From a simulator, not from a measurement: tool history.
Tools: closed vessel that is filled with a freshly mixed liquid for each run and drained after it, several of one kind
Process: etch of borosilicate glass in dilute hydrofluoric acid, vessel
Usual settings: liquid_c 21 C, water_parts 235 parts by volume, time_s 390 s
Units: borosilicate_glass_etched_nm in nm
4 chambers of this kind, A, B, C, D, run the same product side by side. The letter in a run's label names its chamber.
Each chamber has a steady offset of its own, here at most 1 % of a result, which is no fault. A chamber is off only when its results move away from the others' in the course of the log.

run,day,liquid_c,water_parts,time_s,"read-back film thickness of the borosilicate glass reference wafer, read on the same gauge (nm)",borosilicate_glass_etched_nm
# day 0.058: chamber D: thermometer replaced
1A,0.271,21,235,390,130.01,54.176
2D,0.458,21,235,390,130.06,53.428
3C,0.646,21,235,390,130.01,53.983
4B,0.912,21,235,390,130.01,53.726
5C,1.108,21,235,390,129.99,53.749
6D,1.362,21,235,390,130,53.2
7B,1.546,21,235,390,130.02,53.57
8A,1.712,21,235,390,130.06,53.998
9C,1.929,23,235,575,130.05,85.328
10B,2.208,23,235,575,129.99,84.388
11A,2.392,23,235,575,129.95,85.761
12D,2.675,23,235,575,129.95,84.563
13D,2.808,21,235,390,130.01,53.436
14A,2.979,17,325,390,129.97,30.612
15C,3.204,17,325,390,130.02,31.296
16B,3.442,17,325,390,130,29.974
17A,3.575,17,325,390,130.04,30.858
18B,3.725,21,235,390,130.02,51.717
19C,3.888,21,235,390,130.06,54.166
20D,4.146,21,235,390,130.03,53.306
21B,4.292,21,235,390,130,51.388
22C,4.438,21,235,390,129.96,53.957
23A,4.646,23.5,235,390,129.93,59.259
# day 4.75: chamber B: thermometer replaced
24D,4.821,23.5,235,390,129.99,58.687
25C,4.946,23.5,235,390,129.95,59.485
26D,5.221,23.5,235,390,130,58.505
27B,5.346,21,235,390,130.03,50.686
28A,5.471,21,235,390,130.02,53.774

Is one chamber off against the others, does the gauge drift, or is nothing wrong? If a chamber is off, say which, and what the likeliest cause is.

Chamber B drifts away from the others.
Cause: hydrofluoric acid flow below the setpoint (%) = 4.53.

Here are 4 candidates for chamber B's next run, each the usual settings with a change, their results left as question marks. Which one brings its results back in line with what the others give on the usual settings?
In line means no further than this from the other chambers' mean on the usual settings: borosilicate_glass_etched_nm 0.73 nm
29B-1,5.675,20.5,235,350,,?
29B-2,5.675,24.5,235,390,,?
29B-3,5.675,21,240,375,,?
29B-4,5.675,21,230,405,,?

The other chambers' mean on the usual settings: borosilicate_glass_etched_nm 53.853 nm
run,borosilicate_glass_etched_nm
29B-1,44.636
29B-2,57.542
29B-3,47.451
29B-4,54.057
29B-4 brings the chamber back in line.
